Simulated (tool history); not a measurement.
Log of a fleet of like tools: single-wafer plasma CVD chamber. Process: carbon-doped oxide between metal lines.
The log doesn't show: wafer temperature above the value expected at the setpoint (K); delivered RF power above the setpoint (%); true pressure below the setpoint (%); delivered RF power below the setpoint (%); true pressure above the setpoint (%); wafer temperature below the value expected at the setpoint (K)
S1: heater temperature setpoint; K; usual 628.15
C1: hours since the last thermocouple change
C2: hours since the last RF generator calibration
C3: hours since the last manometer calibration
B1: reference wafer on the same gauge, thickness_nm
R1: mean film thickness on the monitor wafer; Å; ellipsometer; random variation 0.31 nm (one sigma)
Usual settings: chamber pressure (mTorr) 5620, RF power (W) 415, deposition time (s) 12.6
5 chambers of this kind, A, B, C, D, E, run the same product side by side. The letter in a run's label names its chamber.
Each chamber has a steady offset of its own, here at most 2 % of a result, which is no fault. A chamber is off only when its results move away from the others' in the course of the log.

{"run": "1C", "day": 0.617, "S1": 628.15, "chamber pressure (mTorr)": 5620, "RF power (W)": 415, "deposition time (s)": 12.6, "C1": 511.5, "C2": 1701.4, "C3": 1401.8, "B1": 59.887, "R1": 576.99}
{"run": "2D", "day": 1.088, "S1": 628.15, "chamber pressure (mTorr)": 5620, "RF power (W)": 415, "deposition time (s)": 12.6, "C1": 1123.7, "C2": 1677.6, "C3": 712.3, "B1": 59.771, "R1": 560.6}
{"run": "3B", "day": 1.638, "S1": 628.15, "chamber pressure (mTorr)": 5620, "RF power (W)": 415, "deposition time (s)": 12.6, "C1": 578.8, "C2": 222.2, "C3": 1596.6, "B1": 59.84, "R1": 577.71}
{"run": "4A", "day": 2.104, "S1": 628.15, "chamber pressure (mTorr)": 5620, "RF power (W)": 415, "deposition time (s)": 12.6, "C1": 2089.5, "C2": 868.4, "C3": 1107.5, "B1": 59.832, "R1": 575.61}
{"run": "5E", "day": 2.725, "S1": 628.15, "chamber pressure (mTorr)": 5620, "RF power (W)": 415, "deposition time (s)": 12.6, "C1": 1072.8, "C2": 1528.8, "C3": 294.8, "B1": 59.812, "R1": 570.81}
{"run": "6C", "day": 3.325, "S1": 628.15, "chamber pressure (mTorr)": 5620, "RF power (W)": 415, "deposition time (s)": 12.6, "C1": 576.5, "C2": 1766.4, "C3": 1466.8, "B1": 59.773, "R1": 576.48}
{"run": "7E", "day": 3.708, "S1": 628.15, "chamber pressure (mTorr)": 5620, "RF power (W)": 415, "deposition time (s)": 12.6, "C1": 1096.4, "C2": 1552.4, "C3": 318.4, "B1": 59.816, "R1": 570.78}
{"run": "8B", "day": 4.033, "S1": 622.15, "chamber pressure (mTorr)": 5620, "RF power (W)": 335, "deposition time (s)": 12.6, "C1": 636.3, "C2": 279.7, "C3": 1654.1, "B1": 59.846, "R1": 496.84}
{"run": "9A", "day": 4.35, "S1": 622.15, "chamber pressure (mTorr)": 5620, "RF power (W)": 335, "deposition time (s)": 12.6, "C1": 2143.4, "C2": 922.3, "C3": 1161.4, "B1": 59.797, "R1": 491.93}
{"run": "10D", "day": 4.988, "S1": 622.15, "chamber pressure (mTorr)": 5620, "RF power (W)": 335, "deposition time (s)": 12.6, "C1": 1217.3, "C2": 1771.2, "C3": 805.9, "B1": 59.826, "R1": 483.47}
{"run": "11C", "day": 5.592, "S1": 622.15, "chamber pressure (mTorr)": 5620, "RF power (W)": 335, "deposition time (s)": 12.6, "C1": 630.9, "C2": 1820.8, "C3": 1521.2, "B1": 59.795, "R1": 496.03}
{"run": "12A", "day": 6.004, "S1": 622.15, "chamber pressure (mTorr)": 5620, "RF power (W)": 335, "deposition time (s)": 12.6, "C1": 2183.1, "C2": 962.0, "C3": 1201.1, "B1": 59.822, "R1": 494.72}
{"run": "13D", "day": 6.421, "S1": 618.15, "chamber pressure (mTorr)": 5620, "RF power (W)": 495, "deposition time (s)": 12.6, "C1": 1251.7, "C2": 1805.6, "C3": 840.3, "B1": 59.832, "R1": 660.86}
{"day": 6.525, "done": "chamber B: capacitance manometer re-zeroed and calibrated"}
{"run": "14B", "day": 7.017, "S1": 618.15, "chamber pressure (mTorr)": 5620, "RF power (W)": 495, "deposition time (s)": 12.6, "C1": 707.9, "C2": 351.3, "C3": 11.8, "B1": 59.816, "R1": 674.56}
{"day": 7.183, "done": "chamber A: RF generator calibrated"}
{"run": "15E", "day": 7.383, "S1": 618.15, "chamber pressure (mTorr)": 5620, "RF power (W)": 495, "deposition time (s)": 12.6, "C1": 1184.6, "C2": 1640.6, "C3": 406.6, "B1": 59.769, "R1": 673.84}
{"run": "16C", "day": 7.846, "S1": 618.15, "chamber pressure (mTorr)": 5620, "RF power (W)": 495, "deposition time (s)": 12.6, "C1": 685.0, "C2": 1874.9, "C3": 1575.3, "B1": 59.848, "R1": 678.13}
{"run": "17B", "day": 8.188, "S1": 618.15, "chamber pressure (mTorr)": 5620, "RF power (W)": 495, "deposition time (s)": 12.6, "C1": 736.0, "C2": 379.4, "C3": 39.9, "B1": 59.84, "R1": 671.71}
{"run": "18E", "day": 8.758, "S1": 628.15, "chamber pressure (mTorr)": 5620, "RF power (W)": 415, "deposition time (s)": 12.6, "C1": 1217.6, "C2": 1673.6, "C3": 439.6, "B1": 59.843, "R1": 575.35}
{"run": "19A", "day": 9.317, "S1": 628.15, "chamber pressure (mTorr)": 5620, "RF power (W)": 415, "deposition time (s)": 12.6, "C1": 2262.6, "C2": 51.2, "C3": 1280.6, "B1": 59.879, "R1": 563.79}
{"run": "20D", "day": 9.758, "S1": 628.15, "chamber pressure (mTorr)": 5620, "RF power (W)": 415, "deposition time (s)": 12.6, "C1": 1331.8, "C2": 1885.7, "C3": 920.4, "B1": 59.783, "R1": 564.89}
{"run": "21A", "day": 10.325, "S1": 640.15, "chamber pressure (mTorr)": 5620, "RF power (W)": 350, "deposition time (s)": 12.6, "C1": 2286.8, "C2": 75.4, "C3": 1304.8, "B1": 59.724, "R1": 491.74}
{"run": "22E", "day": 10.646, "S1": 640.15, "chamber pressure (mTorr)": 5620, "RF power (W)": 350, "deposition time (s)": 12.6, "C1": 1262.9, "C2": 1718.9, "C3": 484.9, "B1": 59.744, "R1": 483.76}
{"run": "23B", "day": 11.262, "S1": 640.15, "chamber pressure (mTorr)": 5620, "RF power (W)": 350, "deposition time (s)": 12.6, "C1": 809.8, "C2": 453.2, "C3": 113.7, "B1": 59.881, "R1": 492.19}
{"run": "24D", "day": 11.538, "S1": 640.15, "chamber pressure (mTorr)": 5620, "RF power (W)": 350, "deposition time (s)": 12.6, "C1": 1374.5, "C2": 1928.4, "C3": 963.1, "B1": 59.813, "R1": 480.1}
{"run": "25C", "day": 11.875, "S1": 640.15, "chamber pressure (mTorr)": 5620, "RF power (W)": 350, "deposition time (s)": 12.6, "C1": 781.7, "C2": 1971.6, "C3": 1672.0, "B1": 59.75, "R1": 485.78}
{"run": "26D", "day": 12.154, "S1": 628.15, "chamber pressure (mTorr)": 5620, "RF power (W)": 415, "deposition time (s)": 12.6, "C1": 1389.3, "C2": 1943.2, "C3": 977.9, "B1": 59.757, "R1": 565.25}
{"run": "27A", "day": 12.558, "S1": 628.15, "chamber pressure (mTorr)": 5620, "RF power (W)": 415, "deposition time (s)": 12.6, "C1": 2340.4, "C2": 129.0, "C3": 1358.4, "B1": 59.843, "R1": 565.87}
{"run": "28C", "day": 12.862, "S1": 628.15, "chamber pressure (mTorr)": 5620, "RF power (W)": 415, "deposition time (s)": 12.6, "C1": 805.4, "C2": 1995.3, "C3": 1695.7, "B1": 59.78, "R1": 572.61}
{"run": "29B", "day": 13.233, "S1": 628.15, "chamber pressure (mTorr)": 5620, "RF power (W)": 415, "deposition time (s)": 12.6, "C1": 857.1, "C2": 500.5, "C3": 161.0, "B1": 59.832, "R1": 571.95}
{"run": "30E", "day": 13.629, "S1": 628.15, "chamber pressure (mTorr)": 5620, "RF power (W)": 415, "deposition time (s)": 14.3, "C1": 1334.5, "C2": 1790.5, "C3": 556.5, "B1": 59.827, "R1": 648.35}
{"day": 13.821, "done": "chamber C: RF generator calibrated"}
{"day": 14.062, "done": "chamber D: RF generator calibrated"}
{"run": "31E", "day": 14.15, "S1": 628.15, "chamber pressure (mTorr)": 5620, "RF power (W)": 415, "deposition time (s)": 14.3, "C1": 1347.0, "C2": 1803.0, "C3": 569.0, "B1": 59.8, "R1": 655.18}
{"run": "32B", "day": 14.529, "S1": 628.15, "chamber pressure (mTorr)": 5620, "RF power (W)": 415, "deposition time (s)": 14.3, "C1": 888.2, "C2": 531.6, "C3": 192.1, "B1": 59.78, "R1": 651.87}
{"run": "33A", "day": 15.146, "S1": 628.15, "chamber pressure (mTorr)": 5620, "RF power (W)": 415, "deposition time (s)": 14.3, "C1": 2402.5, "C2": 191.1, "C3": 1420.5, "B1": 59.757, "R1": 652.48}
{"run": "34D", "day": 15.554, "S1": 628.15, "chamber pressure (mTorr)": 5620, "RF power (W)": 415, "deposition time (s)": 14.3, "C1": 1470.9, "C2": 35.9, "C3": 1059.5, "B1": 59.713, "R1": 633.77}
{"run": "35C", "day": 15.912, "S1": 628.15, "chamber pressure (mTorr)": 6760, "RF power (W)": 415, "deposition time (s)": 11.6, "C1": 878.6, "C2": 50.2, "C3": 1768.9, "B1": 59.759, "R1": 542.54}
{"run": "36A", "day": 16.504, "S1": 628.15, "chamber pressure (mTorr)": 6760, "RF power (W)": 415, "deposition time (s)": 11.6, "C1": 2435.1, "C2": 223.7, "C3": 1453.1, "B1": 59.799, "R1": 534.32}
{"run": "37D", "day": 16.967, "S1": 628.15, "chamber pressure (mTorr)": 6760, "RF power (W)": 415, "deposition time (s)": 11.6, "C1": 1504.8, "C2": 69.8, "C3": 1093.4, "B1": 59.851, "R1": 525.62}
{"run": "38E", "day": 17.246, "S1": 628.15, "chamber pressure (mTorr)": 6760, "RF power (W)": 415, "deposition time (s)": 11.6, "C1": 1421.3, "C2": 1877.3, "C3": 643.3, "B1": 59.765, "R1": 535.32}
{"run": "39C", "day": 17.729, "S1": 628.15, "chamber pressure (mTorr)": 6760, "RF power (W)": 415, "deposition time (s)": 11.6, "C1": 922.2, "C2": 93.8, "C3": 1812.5, "B1": 59.838, "R1": 546.23}
{"run": "40B", "day": 18.288, "S1": 628.15, "chamber pressure (mTorr)": 6940, "RF power (W)": 415, "deposition time (s)": 14.0, "C1": 978.4, "C2": 621.8, "C3": 282.3, "B1": 59.82, "R1": 649.19}
{"run": "41A", "day": 18.788, "S1": 628.15, "chamber pressure (mTorr)": 6940, "RF power (W)": 415, "deposition time (s)": 14.0, "C1": 2489.9, "C2": 278.5, "C3": 1507.9, "B1": 59.702, "R1": 649.7}

All 5 chambers run these settings next. Forecast each chamber's results:
{"run": "42A", "day": 19.246, "S1": 628.15, "chamber pressure (mTorr)": 5620, "RF power (W)": 415, "deposition time (s)": 12.6, "R1": "?"}
{"run": "42B", "day": 19.246, "S1": 628.15, "chamber pressure (mTorr)": 5620, "RF power (W)": 415, "deposition time (s)": 12.6, "R1": "?"}
{"run": "42C", "day": 19.246, "S1": 628.15, "chamber pressure (mTorr)": 5620, "RF power (W)": 415, "deposition time (s)": 12.6, "R1": "?"}
{"run": "42D", "day": 19.246, "S1": 628.15, "chamber pressure (mTorr)": 5620, "RF power (W)": 415, "deposition time (s)": 12.6, "R1": "?"}
{"run": "42E", "day": 19.246, "S1": 628.15, "chamber pressure (mTorr)": 5620, "RF power (W)": 415, "deposition time (s)": 12.6, "R1": "?"}

run=42A R1=567.41
run=42B R1=579.52
run=42C R1=581.76
run=42D R1=566.32
run=42E R1=576.62
